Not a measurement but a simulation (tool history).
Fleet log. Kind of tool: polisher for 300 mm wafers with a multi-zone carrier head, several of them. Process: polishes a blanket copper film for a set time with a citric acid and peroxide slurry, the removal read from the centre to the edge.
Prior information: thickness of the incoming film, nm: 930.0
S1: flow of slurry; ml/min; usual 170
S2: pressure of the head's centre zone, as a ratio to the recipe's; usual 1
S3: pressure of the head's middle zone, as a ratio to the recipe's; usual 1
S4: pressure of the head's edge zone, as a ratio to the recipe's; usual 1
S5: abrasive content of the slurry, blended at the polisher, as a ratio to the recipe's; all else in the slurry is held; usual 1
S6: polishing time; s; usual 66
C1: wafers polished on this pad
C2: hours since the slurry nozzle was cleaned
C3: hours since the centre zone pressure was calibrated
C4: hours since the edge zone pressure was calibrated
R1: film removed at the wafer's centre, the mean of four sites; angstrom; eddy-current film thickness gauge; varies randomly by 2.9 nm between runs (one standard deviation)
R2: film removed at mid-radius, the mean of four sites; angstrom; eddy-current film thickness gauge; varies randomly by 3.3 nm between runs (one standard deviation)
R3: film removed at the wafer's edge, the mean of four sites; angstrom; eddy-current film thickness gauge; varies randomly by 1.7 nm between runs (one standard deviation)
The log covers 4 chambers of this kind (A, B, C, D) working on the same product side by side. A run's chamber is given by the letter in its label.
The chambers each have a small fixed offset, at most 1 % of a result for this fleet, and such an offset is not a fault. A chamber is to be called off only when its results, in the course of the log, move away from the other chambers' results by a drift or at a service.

{"run": "1D", "day": 0.15, "S1": 170, "S2": 1, "S3": 1, "S4": 1, "S5": 1, "S6": 66, "C1": 270, "C2": 539, "C3": 1115, "C4": 249.8, "R1": 2342.4, "R2": 2296.9, "R3": 2344.1}
{"run": "2B", "day": 0.438, "S1": 170, "S2": 1, "S3": 1, "S4": 1, "S5": 1, "S6": 66, "C1": 670, "C2": 127.3, "C3": 441.5, "C4": 372.6, "R1": 2241.7, "R2": 2356.6, "R3": 2315.8}
{"run": "3C", "day": 0.729, "S1": 170, "S2": 1, "S3": 1, "S4": 1, "S5": 1, "S6": 66, "C1": 897, "C2": 328, "C3": 179.5, "C4": 564.6, "R1": 2298.4, "R2": 2330.5, "R3": 2309.9}
{"run": "4A", "day": 0.917, "S1": 170, "S2": 1, "S3": 1, "S4": 1, "S5": 1, "S6": 66, "C1": 232, "C2": 130.9, "C3": 955, "C4": 970.4, "R1": 2338.7, "R2": 2362.5, "R3": 2341.1}
{"day": 0.925, "done": "chamber C: worn pad replaced by a new one"}
{"run": "5A", "day": 1.217, "S1": 170, "S2": 1, "S3": 1, "S4": 1, "S5": 1, "S6": 66, "C1": 282, "C2": 138.1, "C3": 962.2, "C4": 977.6, "R1": 2326.5, "R2": 2342.6, "R3": 2327.3}
{"day": 1.238, "done": "chamber C: slurry nozzle cleaned"}
{"run": "6D", "day": 1.383, "S1": 170, "S2": 1, "S3": 1, "S4": 1, "S5": 1, "S6": 66, "C1": 477, "C2": 568.6, "C3": 1144.6, "C4": 279.4, "R1": 2333.3, "R2": 2321.9, "R3": 2348.4}
{"run": "7C", "day": 1.583, "S1": 170, "S2": 1, "S3": 1, "S4": 1, "S5": 1, "S6": 66, "C1": 110, "C2": 8.4, "C3": 200, "C4": 585.1, "R1": 2270.1, "R2": 2290.4, "R3": 2328.8}
{"day": 1.725, "done": "chamber B: worn pad replaced by a new one"}
{"run": "8B", "day": 1.783, "S1": 200, "S2": 1, "S3": 1, "S4": 1, "S5": 1, "S6": 66, "C1": 10, "C2": 159.6, "C3": 473.8, "C4": 404.9, "R1": 2424.4, "R2": 2338.8, "R3": 2335.3}
{"run": "9D", "day": 2.071, "S1": 200, "S2": 1, "S3": 1, "S4": 1, "S5": 1, "S6": 66, "C1": 592, "C2": 585.1, "C3": 1161.1, "C4": 295.9, "R1": 2416.1, "R2": 2412, "R3": 2367.7}
{"run": "10B", "day": 2.371, "S1": 200, "S2": 1, "S3": 1, "S4": 1, "S5": 1, "S6": 66, "C1": 108, "C2": 173.7, "C3": 487.9, "C4": 419, "R1": 2357.3, "R2": 2282.7, "R3": 2372.1}
{"run": "11C", "day": 2.592, "S1": 200, "S2": 1, "S3": 1, "S4": 1, "S5": 1, "S6": 66, "C1": 280, "C2": 32.6, "C3": 224.2, "C4": 609.3, "R1": 2381.5, "R2": 2362.3, "R3": 2346.1}
{"day": 2.762, "done": "chamber B: slurry nozzle cleaned"}
{"run": "12A", "day": 2.771, "S1": 170, "S2": 1, "S3": 1, "S4": 1, "S5": 1, "S6": 66, "C1": 543, "C2": 175.4, "C3": 999.5, "C4": 1014.9, "R1": 2254.6, "R2": 2318.4, "R3": 2343.4}
{"day": 2.8, "done": "chamber D: worn pad replaced by a new one"}
{"day": 2.896, "done": "chamber D: centre zone pressure recalibrated"}
{"run": "13D", "day": 3.067, "S1": 170, "S2": 1, "S3": 1, "S4": 1, "S5": 1, "S6": 52, "C1": 45, "C2": 609, "C3": 4.2, "C4": 319.8, "R1": 1804.9, "R2": 1822.6, "R3": 1822.3}
{"run": "14B", "day": 3.262, "S1": 170, "S2": 1, "S3": 1, "S4": 1, "S5": 1, "S6": 52, "C1": 258, "C2": 12.1, "C3": 509.3, "C4": 440.4, "R1": 1827.2, "R2": 1803.5, "R3": 1831.8}
{"day": 3.392, "done": "chamber A: edge zone pressure recalibrated"}
{"run": "15A", "day": 3.458, "S1": 170, "S2": 1, "S3": 1, "S4": 1, "S5": 1, "S6": 52, "C1": 659, "C2": 191.9, "C3": 1016, "C4": 1.7, "R1": 1774, "R2": 1811.7, "R3": 1846.8}
{"run": "16C", "day": 3.725, "S1": 170, "S2": 1, "S3": 1, "S4": 1, "S5": 1, "S6": 52, "C1": 470, "C2": 59.8, "C3": 251.4, "C4": 636.5, "R1": 1783.1, "R2": 1801.5, "R3": 1827.9}
{"run": "17C", "day": 3.879, "S1": 170, "S2": 1, "S3": 1, "S4": 1, "S5": 1, "S6": 66, "C1": 496, "C2": 63.5, "C3": 255.1, "C4": 640.2, "R1": 2254, "R2": 2386.3, "R3": 2312}
{"run": "18B", "day": 4.05, "S1": 170, "S2": 1, "S3": 1, "S4": 1, "S5": 1, "S6": 66, "C1": 391, "C2": 31, "C3": 528.2, "C4": 459.3, "R1": 2296.2, "R2": 2288, "R3": 2300.5}
{"run": "19D", "day": 4.371, "S1": 170, "S2": 1, "S3": 1, "S4": 1, "S5": 1, "S6": 66, "C1": 264, "C2": 640.3, "C3": 35.5, "C4": 351.1, "R1": 2353.9, "R2": 2342.2, "R3": 2324.3}
{"run": "20A", "day": 4.583, "S1": 170, "S2": 1, "S3": 1, "S4": 1, "S5": 1, "S6": 66, "C1": 848, "C2": 218.9, "C3": 1043, "C4": 28.7, "R1": 2176.3, "R2": 2309.4, "R3": 2319.7}
{"day": 4.717, "done": "chamber A: worn pad replaced by a new one"}
{"run": "21A", "day": 4.738, "S1": 170, "S2": 1, "S3": 1, "S4": 1, "S5": 1, "S6": 66, "C1": 3, "C2": 222.6, "C3": 1046.7, "C4": 32.4, "R1": 2202.6, "R2": 2288.6, "R3": 2346.3}
{"run": "22C", "day": 4.917, "S1": 170, "S2": 1, "S3": 1, "S4": 1, "S5": 1, "S6": 66, "C1": 670, "C2": 88.4, "C3": 280, "C4": 665.1, "R1": 2284.3, "R2": 2281.7, "R3": 2318}
{"run": "23D", "day": 5.067, "S1": 170, "S2": 1, "S3": 1, "S4": 1, "S5": 1, "S6": 66, "C1": 381, "C2": 657, "C3": 52.2, "C4": 367.8, "R1": 2350.8, "R2": 2234.7, "R3": 2328.5}
{"run": "24B", "day": 5.325, "S1": 170, "S2": 1, "S3": 1, "S4": 1, "S5": 1, "S6": 66, "C1": 605, "C2": 61.6, "C3": 558.8, "C4": 489.9, "R1": 2326.4, "R2": 2266, "R3": 2335.1}
{"run": "25A", "day": 5.538, "S1": 170, "S2": 1, "S3": 1, "S4": 1, "S5": 1, "S6": 66, "C1": 138, "C2": 241.8, "C3": 1065.9, "C4": 51.6, "R1": 2156.7, "R2": 2354, "R3": 2340.6}
{"run": "26C", "day": 5.8, "S1": 170, "S2": 1, "S3": 1, "S4": 1, "S5": 1, "S6": 66, "C1": 819, "C2": 109.6, "C3": 301.2, "C4": 686.3, "R1": 2287, "R2": 2323.4, "R3": 2335.5}
{"run": "27B", "day": 6.108, "S1": 170, "S2": 1, "S3": 1, "S4": 1, "S5": 1, "S6": 66, "C1": 736, "C2": 80.4, "C3": 577.6, "C4": 508.7, "R1": 2304.5, "R2": 2324.3, "R3": 2280.9}
{"run": "28D", "day": 6.262, "S1": 170, "S2": 1, "S3": 1, "S4": 1, "S5": 1, "S6": 66, "C1": 582, "C2": 685.7, "C3": 80.9, "C4": 396.5, "R1": 2402.8, "R2": 2308.7, "R3": 2325.8}
{"run": "29B", "day": 6.542, "S1": 205, "S2": 1, "S3": 0.89, "S4": 1, "S5": 1, "S6": 66, "C1": 809, "C2": 90.8, "C3": 588, "C4": 519.1, "R1": 2405, "R2": 2164.6, "R3": 2358.2}
{"day": 6.825, "done": "chamber D: worn pad replaced by a new one"}
{"run": "30D", "day": 6.846, "S1": 205, "S2": 1, "S3": 0.89, "S4": 1, "S5": 1, "S6": 66, "C1": 4, "C2": 699.7, "C3": 94.9, "C4": 410.5, "R1": 2438.6, "R2": 2123.1, "R3": 2388.5}
{"day": 6.938, "done": "chamber C: worn pad replaced by a new one"}
{"run": "31A", "day": 7.058, "S1": 205, "S2": 1, "S3": 0.89, "S4": 1, "S5": 1, "S6": 66, "C1": 393, "C2": 278.3, "C3": 1102.4, "C4": 88.1, "R1": 2211.3, "R2": 2112, "R3": 2411.1}
{"run": "32C", "day": 7.271, "S1": 205, "S2": 1, "S3": 0.89, "S4": 1, "S5": 1, "S6": 66, "C1": 56, "C2": 144.9, "C3": 336.5, "C4": 721.6, "R1": 2399.9, "R2": 2095, "R3": 2376.5}
{"run": "33B", "day": 7.467, "S1": 170, "S2": 1, "S3": 1, "S4": 1, "S5": 1, "S6": 66, "C1": 965, "C2": 113, "C3": 610.2, "C4": 541.3, "R1": 2282.2, "R2": 2308.6, "R3": 2300.7}
{"run": "34A", "day": 7.729, "S1": 170, "S2": 1, "S3": 1, "S4": 1, "S5": 1, "S6": 66, "C1": 506, "C2": 294.4, "C3": 1118.5, "C4": 104.2, "R1": 2112.2, "R2": 2320.4, "R3": 2330.1}
{"run": "35D", "day": 7.996, "S1": 170, "S2": 1, "S3": 1, "S4": 0.91, "S5": 1, "S6": 66, "C1": 197, "C2": 727.3, "C3": 122.5, "C4": 438.1, "R1": 2360.9, "R2": 2327.2, "R3": 2198.6}
{"run": "36C", "day": 8.171, "S1": 170, "S2": 1, "S3": 1, "S4": 0.91, "S5": 1, "S6": 66, "C1": 207, "C2": 166.5, "C3": 358.1, "C4": 743.2, "R1": 2274.9, "R2": 2265.1, "R3": 2229.8}

Does one chamber stand apart from the rest, does the shared gauge drift, or is all well apart from small per-chamber offsets? Give the chamber and the most likely cause, where there is one.

It is chamber A that slowly wanders off from its peers.
Likeliest cause: centre zone's pressure below its setpoint, % = 9.26.

Below are 4 candidate recipes for chamber A's next run, each the usual settings with a change, their results shown as question marks. Which of them brings A's results back in line with what the other chambers give on the usual settings?
A result is in line if it is within this distance of the other chambers' mean on the usual settings: R1 100 angstrom; R2 120 angstrom; R3 59 angstrom
{"run": "37A-1", "day": 8.408, "S1": 175, "S2": 1.09, "S3": 0.99, "S4": 0.97, "S5": 1, "S6": 66, "R1": "?", "R2": "?", "R3": "?"}
{"run": "37A-2", "day": 8.408, "S1": 165, "S2": 0.91, "S3": 1.01, "S4": 1.03, "S5": 1, "S6": 66, "R1": "?", "R2": "?", "R3": "?"}
{"run": "37A-3", "day": 8.408, "S1": 185, "S2": 1.16, "S3": 0.98, "S4": 0.94, "S5": 1, "S6": 67, "R1": "?", "R2": "?", "R3": "?"}
{"run": "37A-4", "day": 8.408, "S1": 160, "S2": 0.87, "S3": 1.02, "S4": 1.05, "S5": 1, "S6": 65, "R1": "?", "R2": "?", "R3": "?"}

The other chambers' mean on the usual settings: R1 2304.5 angstrom; R2 2306.9 angstrom; R3 2312.7 angstrom
run=37A-1 R1=2290.6 R2=2292 R3=2293.3
run=37A-2 R1=1857.5 R2=2312.2 R3=2347.6
run=37A-3 R1=2513.3 R2=2325.7 R3=2306.8
run=37A-4 R1=1729.4 R2=2285.3 R3=2325.8
It is 37A-1 that realigns the chamber with its peers.
